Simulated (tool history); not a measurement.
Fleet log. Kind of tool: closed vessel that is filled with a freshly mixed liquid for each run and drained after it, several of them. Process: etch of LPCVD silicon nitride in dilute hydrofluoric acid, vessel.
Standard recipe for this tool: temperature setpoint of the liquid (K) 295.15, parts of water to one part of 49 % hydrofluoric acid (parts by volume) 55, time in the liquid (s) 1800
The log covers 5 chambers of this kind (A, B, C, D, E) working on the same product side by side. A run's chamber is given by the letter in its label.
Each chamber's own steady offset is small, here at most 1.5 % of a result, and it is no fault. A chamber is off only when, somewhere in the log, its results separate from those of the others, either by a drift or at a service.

run	hour	temperature setpoint of the liquid (K)	parts of water to one part of 49 % hydrofluoric acid (parts by volume)	time in the liquid (s)	read-back film thickness of the LPCVD silicon nitride reference wafer, read on the same gauge (nm)	thickness taken off the LPCVD silicon nitride on a monitor wafer (nm)
1B	12.5	295.15	55	1800	100.020	14.913
2C	21.6	295.15	55	1800	99.996	15.202
3E	29.4	295.15	55	1800	99.993	15.069
4A	37.7	295.15	55	1800	100.010	15.112
5D	46.4	295.15	55	1800	100.030	15.119
6D	55.8	295.15	55	1800	99.986	15.074
# hour 63.3: chamber B: hydrofluoric acid flow meter replaced
7A	68.6	295.15	55	1800	99.991	15.082
8B	82.7	295.15	55	1800	99.979	14.965
9E	90.6	295.15	55	1800	99.987	15.128
# hour 93.2: chamber D: hydrofluoric acid flow meter replaced
10C	100.5	295.15	55	1800	99.980	15.202
11B	113.8	295.15	55	1800	99.994	14.871
12A	123.0	295.15	55	1800	99.993	15.028
13E	134.3	295.15	55	1800	99.996	15.065
14D	144.6	295.15	55	1800	100.020	15.072
15C	158.6	295.15	55	1800	99.975	15.200
16D	165.9	295.15	55	1800	99.991	15.016
17E	177.4	295.15	55	1800	99.976	15.010
18B	188.2	295.15	55	1800	99.995	14.799
19A	195.9	295.15	55	1800	100.020	14.940
20C	209.2	295.15	55	1800	99.975	15.222
21D	217.9	295.15	55	1800	99.988	14.947
22B	230.8	295.15	55	1800	100.010	14.665
23E	244.0	295.15	55	1800	99.980	15.122
24C	258.3	295.15	55	1800	100.020	15.175
25A	271.4	295.15	55	1800	99.989	14.970
26D	278.9	295.15	55	1800	100.010	14.983
27C	286.7	295.15	55	1800	100.010	15.107
28E	293.8	295.15	55	1800	100.030	15.031
29A	306.8	297.65	55	2145	100.020	21.167
30B	313.8	297.65	55	2145	99.953	20.702
31B	326.8	297.65	55	2145	100.000	20.655
32C	336.2	297.65	55	2145	100.020	21.343
33A	350.4	297.65	55	2145	99.996	21.242
34D	360.8	295.15	55	1800	99.986	15.065
35E	369.1	295.15	55	1800	99.997	15.060
36D	377.2	295.15	55	1800	99.989	15.039
37C	387.9	295.15	55	1800	99.990	15.142
38A	395.2	295.15	55	1800	100.010	15.133
39B	407.1	295.15	55	1800	100.020	14.367
40E	414.3	295.15	55	1800	100.000	14.956

Which is it: a chamber that has drifted or been left off by a service, a gauge drift common to all chambers, or only each chamber's usual small offset? If a chamber is off, name it and its likeliest cause.

Little by little, chamber B moves away from the other chambers.
Cause: liquid colder than its thermometer reads (K) = 0.484.
With only this log, it may be confused with: hydrofluoric acid flow below the setpoint (%).

Chamber B could run next with any of the 4 candidate recipes listed below; each alters the usual settings, and their results appear as question marks. Which one brings its results back in line with what the other chambers deliver on the usual settings?
In line here means within this much of the mean the other chambers give on the usual settings: thickness taken off the LPCVD silicon nitride on a monitor wafer (nm) 0.180
41B-1	425.0	295.15	55	1875		?
41B-2	425.0	295.15	55	1945		?
41B-3	425.0	295.15	55	1655		?
41B-4	425.0	295.15	55	1725		?

On the usual settings, the other chambers give on average: thickness taken off the LPCVD silicon nitride on a monitor wafer (nm) 15.076
run	thickness taken off the LPCVD silicon nitride on a monitor wafer (nm)
41B-1	15.081
41B-2	15.644
41B-3	13.312
41B-4	13.875
Change 41B-1 lands the chamber within the allowed miss of the other chambers.

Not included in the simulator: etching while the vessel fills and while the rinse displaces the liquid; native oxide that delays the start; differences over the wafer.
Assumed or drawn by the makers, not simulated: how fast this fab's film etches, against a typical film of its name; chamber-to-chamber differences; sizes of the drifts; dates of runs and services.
